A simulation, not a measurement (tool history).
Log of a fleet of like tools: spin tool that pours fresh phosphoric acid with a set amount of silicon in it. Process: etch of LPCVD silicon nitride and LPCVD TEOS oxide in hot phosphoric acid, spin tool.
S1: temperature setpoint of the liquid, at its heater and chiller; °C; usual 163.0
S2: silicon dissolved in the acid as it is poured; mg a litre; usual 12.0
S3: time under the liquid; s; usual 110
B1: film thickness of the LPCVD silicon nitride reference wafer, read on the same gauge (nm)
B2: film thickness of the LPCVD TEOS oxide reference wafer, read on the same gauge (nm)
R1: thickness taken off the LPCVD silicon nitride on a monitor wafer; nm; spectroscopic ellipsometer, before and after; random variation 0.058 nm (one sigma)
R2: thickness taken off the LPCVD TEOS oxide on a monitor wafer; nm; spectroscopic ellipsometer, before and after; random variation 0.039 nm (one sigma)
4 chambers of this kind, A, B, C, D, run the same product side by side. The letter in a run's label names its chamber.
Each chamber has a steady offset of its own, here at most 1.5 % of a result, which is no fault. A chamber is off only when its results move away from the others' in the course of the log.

| run | hour | S1 | S2 | S3 | B1 | B2 | R1 | R2 |
|---|---|---|---|---|---|---|---|---|
| 1B | 6.5 | 163.0 | 12.0 | 110 | 39.940 | 40.008 | 11.6350 | 0.29813 |
| 2A | 11.9 | 163.0 | 12.0 | 110 | 40.015 | 40.001 | 11.6650 | 0.30485 |
| 3D | 17.7 | 163.0 | 12.0 | 110 | 40.045 | 39.987 | 11.6350 | 0.35797 |
|  | 18.4 | chamber D: thermometer replaced |
| 4C | 21.7 | 163.0 | 12.0 | 110 | 39.943 | 40.011 | 11.5430 | 0.35149 |
| 5C | 25.7 | 163.0 | 12.0 | 110 | 39.959 | 40.002 | 11.6310 | 0.28577 |
| 6A | 30.2 | 163.0 | 4.5 | 70 | 40.013 | 39.999 | 7.3554 | 0.28242 |
| 7D | 34.8 | 163.0 | 4.5 | 70 | 39.959 | 40.026 | 7.3588 | 0.21365 |
| 8B | 41.3 | 163.0 | 4.5 | 70 | 39.997 | 39.996 | 7.3956 | 0.27097 |
| 9C | 44.9 | 163.0 | 4.5 | 70 | 39.966 | 40.011 | 7.4345 | 0.29913 |
| 10D | 51.1 | 163.0 | 12.0 | 110 | 40.008 | 40.008 | 11.5660 | 0.28655 |
| 11A | 56.9 | 163.0 | 12.0 | 110 | 40.032 | 39.996 | 11.4700 | 0.35080 |
| 12B | 62.1 | 165.0 | 9.0 | 110 | 39.972 | 39.998 | 12.4120 | 0.42311 |
| 13A | 68.2 | 165.0 | 9.0 | 110 | 40.055 | 40.015 | 12.3480 | 0.38573 |
| 14D | 71.7 | 165.0 | 9.0 | 110 | 39.957 | 40.013 | 12.3180 | 0.36112 |
| 15B | 76.5 | 165.0 | 9.0 | 110 | 40.013 | 40.004 | 12.3200 | 0.38475 |
| 16C | 79.4 | 163.0 | 12.0 | 110 | 40.045 | 39.989 | 11.7230 | 0.32254 |
| 17B | 85.6 | 163.0 | 12.0 | 110 | 39.984 | 39.995 | 11.5930 | 0.30961 |
| 18D | 92.1 | 163.0 | 12.0 | 110 | 39.967 | 40.016 | 11.6320 | 0.33430 |
| 19A | 97.6 | 163.0 | 12.0 | 110 | 40.017 | 40.009 | 11.3010 | 0.37803 |
| 20C | 101.9 | 163.0 | 12.0 | 110 | 39.994 | 40.013 | 11.5130 | 0.29018 |
| 21B | 106.9 | 163.0 | 12.0 | 110 | 40.038 | 39.998 | 11.6770 | 0.26266 |
| 22C | 110.1 | 163.0 | 12.0 | 110 | 40.045 | 39.998 | 11.6260 | 0.37562 |
| 23D | 114.8 | 163.0 | 12.0 | 110 | 40.021 | 40.008 | 11.6600 | 0.31727 |
| 24A | 119.8 | 163.0 | 12.0 | 110 | 40.015 | 40.005 | 11.3490 | 0.26763 |
| 25D | 125.3 | 163.0 | 12.0 | 110 | 39.996 | 39.996 | 11.5550 | 0.38727 |
| 26C | 131.6 | 163.0 | 12.0 | 110 | 40.041 | 39.999 | 11.5760 | 0.34471 |
| 27A | 137.0 | 163.0 | 4.5 | 110 | 40.011 | 40.005 | 11.0640 | 0.36917 |
| 28B | 140.8 | 163.0 | 4.5 | 110 | 40.049 | 40.003 | 11.5390 | 0.47153 |
| 29C | 144.3 | 163.0 | 4.5 | 110 | 40.003 | 39.994 | 11.6630 | 0.44334 |
| 30A | 147.7 | 163.0 | 4.5 | 110 | 39.983 | 40.009 | 11.0110 | 0.38175 |
| 31B | 152.4 | 163.0 | 12.0 | 110 | 40.016 | 39.988 | 11.5400 | 0.30995 |
| 32D | 156.0 | 163.0 | 12.0 | 110 | 40.015 | 39.999 | 11.5380 | 0.29487 |
| 33B | 162.5 | 163.0 | 12.0 | 110 | 40.015 | 40.004 | 11.5400 | 0.34237 |
| 34D | 168.6 | 164.5 | 4.0 | 110 | 39.979 | 39.988 | 12.2540 | 0.41533 |
| 35A | 174.3 | 164.5 | 4.0 | 110 | 40.006 | 39.998 | 11.5810 | 0.36705 |
| 36C | 179.6 | 164.5 | 4.0 | 110 | 40.028 | 40.009 | 12.1960 | 0.53570 |

All 4 chambers run these settings next. Forecast each chamber's results:
| 37A | 184.3 | 163.0 | 12.0 | 85 |  |  | ? | ? |
| 37B | 184.3 | 163.0 | 12.0 | 85 |  |  | ? | ? |
| 37C | 184.3 | 163.0 | 12.0 | 85 |  |  | ? | ? |
| 37D | 184.3 | 163.0 | 12.0 | 85 |  |  | ? | ? |

| run | R1 | R2 |
|---|---|---|
| 37A | 8.2728 | 0.19847 |
| 37B | 9.0003 | 0.26207 |
| 37C | 8.8561 | 0.29380 |
| 37D | 8.9228 | 0.29753 |

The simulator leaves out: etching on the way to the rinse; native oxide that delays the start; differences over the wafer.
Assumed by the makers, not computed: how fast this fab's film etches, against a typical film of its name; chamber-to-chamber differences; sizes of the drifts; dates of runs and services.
